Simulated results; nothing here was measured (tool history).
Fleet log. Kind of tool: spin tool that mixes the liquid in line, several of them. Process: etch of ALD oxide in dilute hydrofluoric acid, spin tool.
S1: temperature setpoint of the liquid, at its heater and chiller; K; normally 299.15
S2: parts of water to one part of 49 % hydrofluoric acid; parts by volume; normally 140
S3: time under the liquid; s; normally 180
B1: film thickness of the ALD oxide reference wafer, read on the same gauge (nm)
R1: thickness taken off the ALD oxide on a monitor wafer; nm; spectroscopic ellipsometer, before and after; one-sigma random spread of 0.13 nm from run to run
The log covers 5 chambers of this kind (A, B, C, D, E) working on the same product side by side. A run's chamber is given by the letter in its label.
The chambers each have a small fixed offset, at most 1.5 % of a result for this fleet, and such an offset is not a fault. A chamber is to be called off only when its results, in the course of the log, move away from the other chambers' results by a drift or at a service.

run 1C hour=3.1 | S1=299.15 S2=140 S3=180 | B1=50.003 | R1=20.167
run 2E hour=7.3 | S1=299.15 S2=140 S3=180 | B1=49.985 | R1=20.082
run 3B hour=10.7 | S1=299.15 S2=140 S3=180 | B1=49.985 | R1=20.302
run 4A hour=15.0 | S1=299.15 S2=140 S3=180 | B1=50.006 | R1=20.226
run 5D hour=19.0 | S1=299.15 S2=140 S3=180 | B1=50.038 | R1=20.022
run 6B hour=22.1 | S1=299.15 S2=140 S3=180 | B1=50.023 | R1=20.235
run 7C hour=25.7 | S1=299.15 S2=140 S3=180 | B1=49.998 | R1=20.174
run 8E hour=30.3 | S1=299.15 S2=140 S3=180 | B1=49.993 | R1=20.315
run 9A hour=33.6 | S1=299.15 S2=160 S3=180 | B1=50.014 | R1=17.250
run 10D hour=35.8 | S1=299.15 S2=160 S3=180 | B1=49.975 | R1=17.130
run 11B hour=38.0 | S1=299.15 S2=160 S3=180 | B1=50.006 | R1=17.227
run 12D hour=42.6 | S1=299.15 S2=160 S3=180 | B1=49.988 | R1=17.047
run 13E hour=44.8 | S1=299.15 S2=160 S3=180 | B1=49.993 | R1=17.046
-- hour=45.1 chamber E: thermometer replaced
run 14A hour=47.5 | S1=299.15 S2=140 S3=180 | B1=50.018 | R1=20.392
run 15C hour=49.8 | S1=299.15 S2=140 S3=180 | B1=50.018 | R1=20.252
run 16E hour=53.2 | S1=294.65 S2=140 S3=180 | B1=50.018 | R1=16.724
run 17C hour=57.6 | S1=294.65 S2=140 S3=180 | B1=49.993 | R1=17.029
run 18A hour=61.2 | S1=294.65 S2=140 S3=180 | B1=50.004 | R1=17.130
run 19B hour=64.6 | S1=294.65 S2=140 S3=180 | B1=50.037 | R1=16.942
run 20D hour=68.4 | S1=294.65 S2=140 S3=180 | B1=50.016 | R1=16.632
run 21A hour=72.2 | S1=299.15 S2=140 S3=180 | B1=49.992 | R1=20.596
run 22C hour=75.9 | S1=299.15 S2=140 S3=145 | B1=50.001 | R1=16.037
run 23B hour=80.6 | S1=299.15 S2=140 S3=145 | B1=49.970 | R1=16.236
run 24D hour=83.1 | S1=299.15 S2=140 S3=145 | B1=49.999 | R1=16.058
run 25E hour=86.8 | S1=299.15 S2=140 S3=145 | B1=49.980 | R1=16.082
run 26C hour=90.1 | S1=299.15 S2=140 S3=145 | B1=49.960 | R1=16.196
run 27A hour=94.9 | S1=299.15 S2=140 S3=180 | B1=50.032 | R1=20.726
run 28E hour=98.1 | S1=299.15 S2=140 S3=180 | B1=50.010 | R1=20.062
run 29B hour=102.4 | S1=299.15 S2=140 S3=180 | B1=50.009 | R1=20.384
run 30D hour=105.2 | S1=299.15 S2=140 S3=180 | B1=50.017 | R1=19.771
run 31E hour=109.1 | S1=299.15 S2=140 S3=180 | B1=49.997 | R1=20.142
run 32B hour=113.0 | S1=299.15 S2=140 S3=180 | B1=50.012 | R1=20.061
run 33D hour=117.4 | S1=299.15 S2=140 S3=180 | B1=49.988 | R1=19.691
run 34A hour=121.5 | S1=299.15 S2=140 S3=180 | B1=49.979 | R1=21.379
run 35C hour=124.5 | S1=297.15 S2=100 S3=180 | B1=50.025 | R1=27.417

Next, all 5 chambers run the settings below, one line each with question marks for the results. What does each chamber give?
run 36A hour=128.0 | S1=299.15 S2=140 S3=180 | R1=?
run 36B hour=128.0 | S1=299.15 S2=140 S3=180 | R1=?
run 36C hour=128.0 | S1=299.15 S2=140 S3=180 | R1=?
run 36D hour=128.0 | S1=299.15 S2=140 S3=180 | R1=?
run 36E hour=128.0 | S1=299.15 S2=140 S3=180 | R1=?

run=36A R1=21.462
run=36B R1=19.956
run=36C R1=20.273
run=36D R1=19.813
run=36E R1=20.059
